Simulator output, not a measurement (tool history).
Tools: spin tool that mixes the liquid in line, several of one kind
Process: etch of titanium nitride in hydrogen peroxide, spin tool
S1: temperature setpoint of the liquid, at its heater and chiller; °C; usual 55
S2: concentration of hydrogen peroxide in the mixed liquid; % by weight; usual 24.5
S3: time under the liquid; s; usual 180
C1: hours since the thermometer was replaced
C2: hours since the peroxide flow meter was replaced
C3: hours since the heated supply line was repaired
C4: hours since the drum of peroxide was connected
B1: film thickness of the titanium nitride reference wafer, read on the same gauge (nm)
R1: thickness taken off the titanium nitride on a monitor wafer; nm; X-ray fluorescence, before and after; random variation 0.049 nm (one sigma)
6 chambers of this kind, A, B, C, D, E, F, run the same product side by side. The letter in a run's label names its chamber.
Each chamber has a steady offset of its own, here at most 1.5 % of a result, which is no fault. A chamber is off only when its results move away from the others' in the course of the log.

run	hour	S1	S2	S3	C1	C2	C3	C4	B1	R1
1C	11	55	24.5	180	487	158	537.1	646.6	30.028	7.4694
2D	16.6	55	24.5	180	1625.9	1779.6	1857.3	662.4	30.004	7.4413
3F	23.7	55	24.5	180	1026.9	349.7	2630.2	1174.8	29.994	7.3391
4B	33.8	55	24.5	180	980	397.4	2010.9	112	29.982	7.4226
5E	41	55	24.5	180	541.7	1252.7	296.3	104.6	30.031	7.4566
6A	47.5	55	24.5	180	761	1886.7	2945.6	185.7	29.969	7.453
7D	56	55	24.5	180	1665.3	1819	1896.7	701.8	30.01	7.476
8E	64.1	55	24.5	180	564.8	1275.8	319.4	127.7	29.94	7.5174
# hour 72.2: chamber B: peroxide flow meter replaced
9C	74.5	55	24.5	180	550.5	221.5	600.6	710.1	30.039	7.4878
10B	82.7	55	24.5	180	1028.9	10.5	2059.8	160.9	29.986	7.4621
11F	92.8	55	24.5	180	1096	418.8	2699.3	1243.9	30.011	7.4948
12A	103.7	55	24.5	180	817.2	1942.9	3001.8	241.9	30.005	7.5442
13F	108.8	55	24.5	180	1112	434.8	2715.3	1259.9	30.018	7.3903
14D	113.7	55	28	240	1723	1876.7	1954.4	759.5	29.935	10.314
15B	121.1	55	28	240	1067.3	48.9	2098.2	199.3	30.018	10.126
16A	126.1	55	28	240	839.6	1965.3	3024.2	264.3	29.986	10.386
# hour 128.8: chamber A: heated supply line repaired
17E	136.7	55	28	240	637.4	1348.4	392	200.3	30.015	10.442
18C	143.4	55	28	240	619.4	290.4	669.5	779	30.05	10.371
19D	152.6	55	28	240	1761.9	1915.6	1993.3	798.4	30.028	10.19
20F	160.7	55	24.5	180	1163.9	486.7	2767.2	1311.8	30.024	7.4876
21E	171.4	55	29	130	672.1	1383.1	426.7	235	29.993	5.6473
22A	178.9	55	29	130	892.4	2018.1	50.1	317.1	29.994	5.5443
# hour 181.6: chamber D: new drum of peroxide connected
23C	185.6	55	29	130	661.6	332.6	711.7	821.2	29.981	5.7354
24B	190.8	55	29	130	1137	118.6	2167.9	269	30.011	5.5407
# hour 191.6: chamber F: new drum of peroxide connected
25C	196.5	55	29	130	672.5	343.5	722.6	832.1	29.993	5.5897
# hour 199.6: chamber A: peroxide flow meter replaced
# hour 204.7: chamber F: thermometer replaced
26B	205.8	55	29	130	1152	133.6	2182.9	284	29.979	5.5315
27E	211.5	63	29.5	180	712.2	1423.2	466.8	275.1	29.986	13.323
28F	221.4	63	29.5	180	16.8	547.4	2827.9	29.8	29.931	13.548
29D	232.3	63	29.5	180	1841.6	1995.3	2073	50.7	29.997	13.395
30A	242.1	63	29.5	180	955.6	42.5	113.3	380.3	29.988	13.575
31A	251.7	63	29.5	180	965.2	52.1	122.9	389.9	29.988	13.365
32F	256.7	63	29.5	180	52.1	582.7	2863.2	65.1	30.014	13.406
# hour 258.4: chamber D: heated supply line repaired
33E	265.4	55	24.5	180	766.1	1477.1	520.7	329	30.021	7.521
34D	273.6	55	24.5	180	1882.9	2036.6	15.3	92	30.001	7.5212
35B	278.7	55	24.5	180	1224.9	206.5	2255.8	356.9	30.005	7.3967
36C	287.7	55	24.5	180	763.7	434.7	813.8	923.3	29.948	7.4533

Is one chamber off against the others, does the gauge drift, or is nothing wrong? If a chamber is off, say which, and what the likeliest cause is.

No chamber stands off beyond its own small offset, and the gauge holds steady.

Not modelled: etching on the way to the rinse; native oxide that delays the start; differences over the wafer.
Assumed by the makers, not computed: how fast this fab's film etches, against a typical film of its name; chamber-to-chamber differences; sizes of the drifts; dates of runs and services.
